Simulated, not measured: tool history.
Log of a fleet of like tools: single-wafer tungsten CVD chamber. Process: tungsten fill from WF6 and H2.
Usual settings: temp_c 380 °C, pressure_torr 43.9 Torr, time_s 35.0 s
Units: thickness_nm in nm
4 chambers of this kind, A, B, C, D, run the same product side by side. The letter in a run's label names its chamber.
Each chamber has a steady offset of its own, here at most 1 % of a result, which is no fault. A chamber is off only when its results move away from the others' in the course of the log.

| run | hour | temp_c | pressure_torr | time_s | read-back reference wafer on the same gauge, thickness_nm | thickness_nm |
|---|---|---|---|---|---|---|
| 1C | 14.1 | 380 | 43.9 | 35.0 | 88.431 | 82.278 |
| 2B | 26.7 | 380 | 43.9 | 35.0 | 88.435 | 83.240 |
| 3A | 35.3 | 380 | 43.9 | 35.0 | 88.417 | 82.589 |
| 4D | 43.5 | 380 | 43.9 | 35.0 | 88.525 | 83.509 |
| 5D | 53.8 | 380 | 43.9 | 35.0 | 88.556 | 82.898 |
| 6C | 67.2 | 380 | 43.9 | 35.0 | 88.637 | 82.626 |
| 7B | 81.4 | 380 | 43.9 | 35.0 | 88.429 | 83.339 |
| 8A | 95.7 | 380 | 43.9 | 35.0 | 88.510 | 82.681 |
| 9B | 109.4 | 380 | 43.9 | 35.0 | 88.488 | 83.177 |
| 10C | 118.1 | 380 | 43.9 | 35.0 | 88.476 | 82.966 |
| 11D | 130.9 | 380 | 43.9 | 35.0 | 88.456 | 84.166 |
| 12A | 142.2 | 380 | 43.9 | 35.0 | 88.480 | 82.942 |
| 13D | 156.1 | 380 | 43.9 | 35.0 | 88.540 | 83.481 |
| 14A | 165.1 | 380 | 43.9 | 35.0 | 88.462 | 83.293 |
| 15B | 175.2 | 380 | 43.9 | 35.0 | 88.505 | 82.549 |
| 16C | 188.9 | 380 | 43.9 | 35.0 | 88.654 | 82.060 |
| 17B | 202.4 | 380 | 43.9 | 35.0 | 88.574 | 83.009 |
| 18C | 208.8 | 380 | 43.9 | 35.0 | 88.462 | 82.199 |
| 19A | 220.3 | 380 | 43.9 | 35.0 | 88.521 | 82.985 |
| 20D | 231.7 | 380 | 43.9 | 35.0 | 88.387 | 83.441 |
| 21B | 243.0 | 380 | 43.9 | 35.0 | 88.496 | 82.693 |
| 22A | 251.5 | 380 | 43.9 | 35.0 | 88.541 | 82.770 |
| 23D | 264.4 | 380 | 43.9 | 35.0 | 88.411 | 82.988 |
| 24C | 277.7 | 380 | 43.9 | 35.0 | 88.427 | 81.310 |
| 25B | 292.3 | 380 | 43.9 | 35.0 | 88.435 | 83.769 |
| 26D | 303.3 | 380 | 43.9 | 35.0 | 88.488 | 82.538 |
| 27A | 312.7 | 380 | 43.9 | 35.0 | 88.399 | 82.885 |
|  | 323.6 | chamber C: capacitance manometer re-zeroed and calibrated |
|  | 324.7 | chamber B: capacitance manometer re-zeroed and calibrated |
| 28C | 327.2 | 380 | 43.9 | 35.0 | 88.560 | 81.968 |
| 29A | 334.9 | 380 | 43.9 | 35.0 | 88.555 | 83.326 |
| 30C | 349.1 | 380 | 43.9 | 38.9 | 88.324 | 91.607 |
| 31B | 358.9 | 380 | 43.9 | 38.9 | 88.392 | 92.148 |
| 32D | 370.8 | 380 | 43.9 | 38.9 | 88.538 | 92.362 |
| 33D | 381.3 | 380 | 43.9 | 38.9 | 88.414 | 92.437 |
| 34B | 392.9 | 380 | 43.9 | 35.0 | 88.498 | 83.290 |
| 35A | 407.1 | 380 | 43.9 | 35.0 | 88.496 | 83.123 |

Next, every chamber runs the same settings. What will each give?
| 36A | 417.7 | 375 | 43.9 | 35.0 |  | ? |
| 36B | 417.7 | 375 | 43.9 | 35.0 |  | ? |
| 36C | 417.7 | 375 | 43.9 | 35.0 |  | ? |
| 36D | 417.7 | 375 | 43.9 | 35.0 |  | ? |

| run | thickness_nm |
|---|---|
| 36A | 75.195 |
| 36B | 74.794 |
| 36C | 73.523 |
| 36D | 75.466 |

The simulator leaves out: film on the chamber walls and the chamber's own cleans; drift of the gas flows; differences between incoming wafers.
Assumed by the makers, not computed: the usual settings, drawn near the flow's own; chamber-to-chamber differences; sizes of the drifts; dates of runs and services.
